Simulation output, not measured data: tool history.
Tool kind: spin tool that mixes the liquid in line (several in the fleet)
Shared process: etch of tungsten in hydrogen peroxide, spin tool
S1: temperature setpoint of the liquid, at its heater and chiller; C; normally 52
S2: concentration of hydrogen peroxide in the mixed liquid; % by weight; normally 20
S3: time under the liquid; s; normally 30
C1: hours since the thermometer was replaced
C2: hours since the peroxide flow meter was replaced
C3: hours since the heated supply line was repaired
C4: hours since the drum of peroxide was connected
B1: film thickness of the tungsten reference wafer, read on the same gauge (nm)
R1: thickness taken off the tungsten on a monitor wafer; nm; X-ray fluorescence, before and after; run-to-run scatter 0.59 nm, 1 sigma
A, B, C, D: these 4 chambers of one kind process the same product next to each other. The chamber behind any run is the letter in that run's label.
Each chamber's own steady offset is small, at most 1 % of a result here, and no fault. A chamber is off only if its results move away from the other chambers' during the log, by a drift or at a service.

| run | hour | S1 | S2 | S3 | C1 | C2 | C3 | C4 | B1 | R1 |
|---|---|---|---|---|---|---|---|---|---|---|
| 1D | 6 | 52 | 20 | 30 | 16.1 | 429.4 | 2127.2 | 491.8 | 60.013 | 67.254 |
| 2B | 19.2 | 52 | 20 | 30 | 175.2 | 1464.8 | 1227.9 | 365.5 | 60.048 | 66.142 |
| 3A | 27.8 | 52 | 20 | 30 | 1705.1 | 264 | 900 | 419.1 | 60.004 | 68.193 |
| 4C | 41.3 | 52 | 20 | 30 | 2288.8 | 357 | 3070.3 | 913.6 | 60.022 | 68.207 |
| 5B | 49 | 52 | 16 | 30 | 205 | 1494.6 | 1257.7 | 395.3 | 60.015 | 60.727 |
| 6C | 58.5 | 52 | 16 | 30 | 2306 | 374.2 | 3087.5 | 930.8 | 60.031 | 60.419 |
| 7D | 70.9 | 52 | 16 | 30 | 81 | 494.3 | 2192.1 | 556.7 | 59.958 | 59.929 |
| 8A | 79.1 | 52 | 16 | 30 | 1756.4 | 315.3 | 951.3 | 470.4 | 59.998 | 61.108 |
| 9B | 85.8 | 52 | 20 | 30 | 241.8 | 1531.4 | 1294.5 | 432.1 | 59.933 | 67.658 |
| 10C | 91.9 | 52 | 20 | 30 | 2339.4 | 407.6 | 3120.9 | 964.2 | 59.988 | 66.523 |
| 11D | 101.5 | 52 | 20 | 40 | 111.6 | 524.9 | 2222.7 | 587.3 | 59.969 | 89.12 |
|  | 102.4 | chamber D: new drum of peroxide connected |
|  | 108.4 | chamber A: new drum of peroxide connected |
| 12A | 110.4 | 52 | 20 | 40 | 1787.7 | 346.6 | 982.6 | 2 | 59.983 | 89.676 |
|  | 117.9 | chamber C: peroxide flow meter replaced |
| 13B | 120.5 | 52 | 20 | 40 | 276.5 | 1566.1 | 1329.2 | 466.8 | 60.016 | 91.523 |
| 14A | 133.4 | 52 | 20 | 40 | 1810.7 | 369.6 | 1005.6 | 25 | 59.964 | 89.005 |
| 15D | 144.4 | 52 | 20 | 30 | 154.5 | 567.8 | 2265.6 | 42.1 | 60.014 | 67.427 |
| 16C | 151.4 | 49 | 20 | 30 | 2398.9 | 33.6 | 3180.4 | 1023.7 | 59.981 | 55.533 |
| 17C | 162.6 | 49 | 20 | 30 | 2410.1 | 44.8 | 3191.6 | 1034.9 | 60 | 56.875 |
| 18B | 170.9 | 49 | 20 | 30 | 326.9 | 1616.5 | 1379.6 | 517.2 | 59.985 | 56.577 |
| 19D | 177.9 | 49 | 20 | 30 | 188 | 601.3 | 2299.1 | 75.6 | 60.015 | 56.271 |
| 20A | 187.3 | 52 | 20 | 30 | 1864.6 | 423.5 | 1059.5 | 78.9 | 60.028 | 66.74 |
| 21B | 196 | 52 | 20 | 30 | 352 | 1641.6 | 1404.7 | 542.3 | 59.993 | 68.52 |
| 22D | 208.7 | 52 | 20 | 30 | 218.8 | 632.1 | 2329.9 | 106.4 | 60.009 | 67.317 |
|  | 214.7 | chamber B: peroxide flow meter replaced |
| 23A | 215.1 | 52 | 20 | 30 | 1892.4 | 451.3 | 1087.3 | 106.7 | 59.945 | 66.178 |
| 24C | 227 | 52 | 20 | 30 | 2474.5 | 109.2 | 3256 | 1099.3 | 59.986 | 67.761 |
| 25C | 238.2 | 52 | 20 | 30 | 2485.7 | 120.4 | 3267.2 | 1110.5 | 59.984 | 67.606 |
| 26A | 246.3 | 52 | 20 | 30 | 1923.6 | 482.5 | 1118.5 | 137.9 | 60.005 | 66.132 |
| 27B | 259.4 | 52 | 20 | 30 | 415.4 | 44.8 | 1468.1 | 605.7 | 60.012 | 67.797 |
|  | 263.8 | chamber C: thermometer replaced |
| 28D | 269.8 | 52 | 20 | 45 | 279.9 | 693.2 | 2391 | 167.5 | 60.029 | 100.58 |
| 29C | 281.8 | 52 | 20 | 45 | 18 | 164 | 3310.8 | 1154.1 | 59.994 | 101.25 |
| 30A | 290.9 | 52 | 20 | 45 | 1968.2 | 527.1 | 1163.1 | 182.5 | 60.006 | 97.091 |
| 31B | 298.6 | 52 | 20 | 45 | 454.6 | 84 | 1507.3 | 644.9 | 59.944 | 101.86 |
| 32D | 308.7 | 52 | 20 | 30 | 318.8 | 732.1 | 2429.9 | 206.4 | 60.011 | 67.445 |
| 33A | 322.3 | 52 | 20 | 30 | 1999.6 | 558.5 | 1194.5 | 213.9 | 60.019 | 64.599 |
| 34C | 333 | 52 | 20 | 30 | 69.2 | 215.2 | 3362 | 1205.3 | 60.015 | 67.877 |
| 35B | 346.5 | 52 | 20 | 30 | 502.5 | 131.9 | 1555.2 | 692.8 | 59.994 | 68.253 |
| 36D | 357 | 52 | 20 | 30 | 367.1 | 780.4 | 2478.2 | 254.7 | 60.032 | 67.528 |

Has any chamber moved away from the others, gradually or after a service, or does the common gauge drift, or do the chambers differ only by their own small steady offsets? State the chamber and the most likely cause if one applies.

It is chamber A that slowly wanders off from its peers.
Cause: liquid colder than its thermometer reads (K) = 0.951.
With only this log, it may be confused with: peroxide flow below the setpoint (%); temperature lost on the way to the wafer (K).

Chamber A could run next with any of the 4 candidate recipes listed below; each alters the usual settings, and their results appear as question marks. Which one brings its results back in line with what the other chambers deliver on the usual settings?
A result is in line if it is within this distance of the other chambers' mean on the usual settings: R1 2.1 nm
| 37A-1 | 366.7 | 53 | 20 | 30 |  |  |  |  |  | ? |
| 37A-2 | 366.7 | 52 | 16 | 30 |  |  |  |  |  | ? |
| 37A-3 | 366.7 | 54 | 20 | 30 |  |  |  |  |  | ? |
| 37A-4 | 366.7 | 52 | 18 | 30 |  |  |  |  |  | ? |

Other chambers, usual settings, mean: R1 67.588 nm
| run | R1 |
|---|---|
| 37A-1 | 68.416 |
| 37A-2 | 57.665 |
| 37A-3 | 72.617 |
| 37A-4 | 61.144 |
It is 37A-1 that realigns the chamber with its peers.
